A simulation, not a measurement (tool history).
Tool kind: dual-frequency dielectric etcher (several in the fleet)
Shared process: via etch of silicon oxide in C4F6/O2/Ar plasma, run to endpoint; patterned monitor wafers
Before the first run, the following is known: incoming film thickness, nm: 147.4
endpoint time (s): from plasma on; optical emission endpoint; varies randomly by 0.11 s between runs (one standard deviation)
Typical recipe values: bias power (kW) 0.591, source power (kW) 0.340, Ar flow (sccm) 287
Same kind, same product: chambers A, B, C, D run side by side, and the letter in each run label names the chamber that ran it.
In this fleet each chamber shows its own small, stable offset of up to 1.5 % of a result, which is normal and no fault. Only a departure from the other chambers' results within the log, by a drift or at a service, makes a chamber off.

run	hour	bias power (kW)	source power (kW)	Ar flow (sccm)	hours since the last wet clean	hours since the last bias power generator calibration	hours since the last source power generator calibration	hours since the last Ar flow controller change	endpoint time (s)
1A	4.1	0.591	0.340	287	273.1	1652.9	303.7	1875.7	31.819
2C	10.4	0.591	0.340	287	262.6	211.1	1390.8	2022.8	32.037
3D	17.2	0.591	0.340	287	100.2	1629.9	1284.2	3723.1	32.302
4B	24.3	0.591	0.340	287	246.0	989.5	1178.9	1551.8	31.903
5A	31.5	0.591	0.340	287	300.5	1680.3	331.1	1903.1	31.798
6C	37.1	0.591	0.260	253	289.3	237.8	1417.5	2049.5	34.950
7B	45.4	0.591	0.260	253	267.1	1010.6	1200.0	1572.9	34.965
8D	52.2	0.591	0.260	253	135.2	1664.9	1319.2	3758.1	35.269
9C	57.7	0.591	0.260	253	309.9	258.4	1438.1	2070.1	34.845
10D	62.6	0.591	0.340	287	145.6	1675.3	1329.6	3768.5	32.338
11B	70.3	0.591	0.340	287	292.0	1035.5	1224.9	1597.8	32.208
12A	75.3	0.591	0.340	287	344.3	1724.1	374.9	1946.9	31.971
13A	80.6	0.591	0.340	287	349.6	1729.4	380.2	1952.2	32.140
14B	87.2	0.591	0.340	287	308.9	1052.4	1241.8	1614.7	32.003
15C	96.1	0.591	0.340	287	348.3	296.8	1476.5	2108.5	32.066
16D	100.3	0.591	0.340	287	183.3	1713.0	1367.3	3806.2	32.372
17C	106.2	0.591	0.340	287	358.4	306.9	1486.6	2118.6	32.084
18A	112.2	0.508	0.340	287	381.2	1761.0	411.8	1983.8	34.097
19B	118.8	0.508	0.340	287	340.5	1084.0	1273.4	1646.3	34.077
20D	126.1	0.508	0.340	287	209.1	1738.8	1393.1	3832.0	34.260
21B	132.0	0.508	0.340	287	353.7	1097.2	1286.6	1659.5	34.135
22D	137.0	0.591	0.340	287	220.0	1749.7	1404.0	3842.9	32.462
23C	144.3	0.591	0.340	287	396.5	345.0	1524.7	2156.7	32.019
24A	149.5	0.591	0.340	287	418.5	1798.3	449.1	2021.1	32.147
25D	156.2	0.591	0.340	287	239.2	1768.9	1423.2	3862.1	32.279
26A	165.2	0.591	0.340	287	434.2	1814.0	464.8	2036.8	32.360
27B	171.5	0.591	0.340	287	393.2	1136.7	1326.1	1699.0	32.123
28C	175.8	0.591	0.340	287	428.0	376.5	1556.2	2188.2	32.128
29B	184.8	0.687	0.340	287	406.5	1150.0	1339.4	1712.3	30.256
30A	193.7	0.687	0.340	287	462.7	1842.5	493.3	2065.3	30.683
31D	200.0	0.687	0.340	287	283.0	1812.7	1467.0	3905.9	30.492
# hour 207.8: chamber B: wet clean of the chamber
32C	209.2	0.687	0.340	287	461.4	409.9	1589.6	2221.6	30.267
33C	218.2	0.591	0.340	287	470.4	418.9	1598.6	2230.6	31.972
34A	226.9	0.591	0.340	287	495.9	1875.7	526.5	2098.5	32.601
35D	234.4	0.591	0.340	287	317.4	1847.1	1501.4	3940.3	32.373
36B	239.6	0.591	0.340	287	31.9	1204.8	1394.2	1767.1	32.080
37C	248.1	0.719	0.340	237	500.3	448.8	1628.5	2260.5	29.090
38B	254.6	0.719	0.340	237	46.9	1219.8	1409.2	1782.1	29.054
39A	262.5	0.719	0.340	237	531.5	1911.3	562.1	2134.1	29.627
40D	269.0	0.719	0.340	237	352.0	1881.7	1536.0	3974.9	29.225

All chambers now run identical settings, listed one chamber a line with results as question marks. What results will each chamber show?
41A	275.8	0.591	0.380	287					?
41B	275.8	0.591	0.380	287					?
41C	275.8	0.591	0.380	287					?
41D	275.8	0.591	0.380	287					?

run	endpoint time (s)
41A	31.513
41B	30.802
41C	30.806
41D	31.023

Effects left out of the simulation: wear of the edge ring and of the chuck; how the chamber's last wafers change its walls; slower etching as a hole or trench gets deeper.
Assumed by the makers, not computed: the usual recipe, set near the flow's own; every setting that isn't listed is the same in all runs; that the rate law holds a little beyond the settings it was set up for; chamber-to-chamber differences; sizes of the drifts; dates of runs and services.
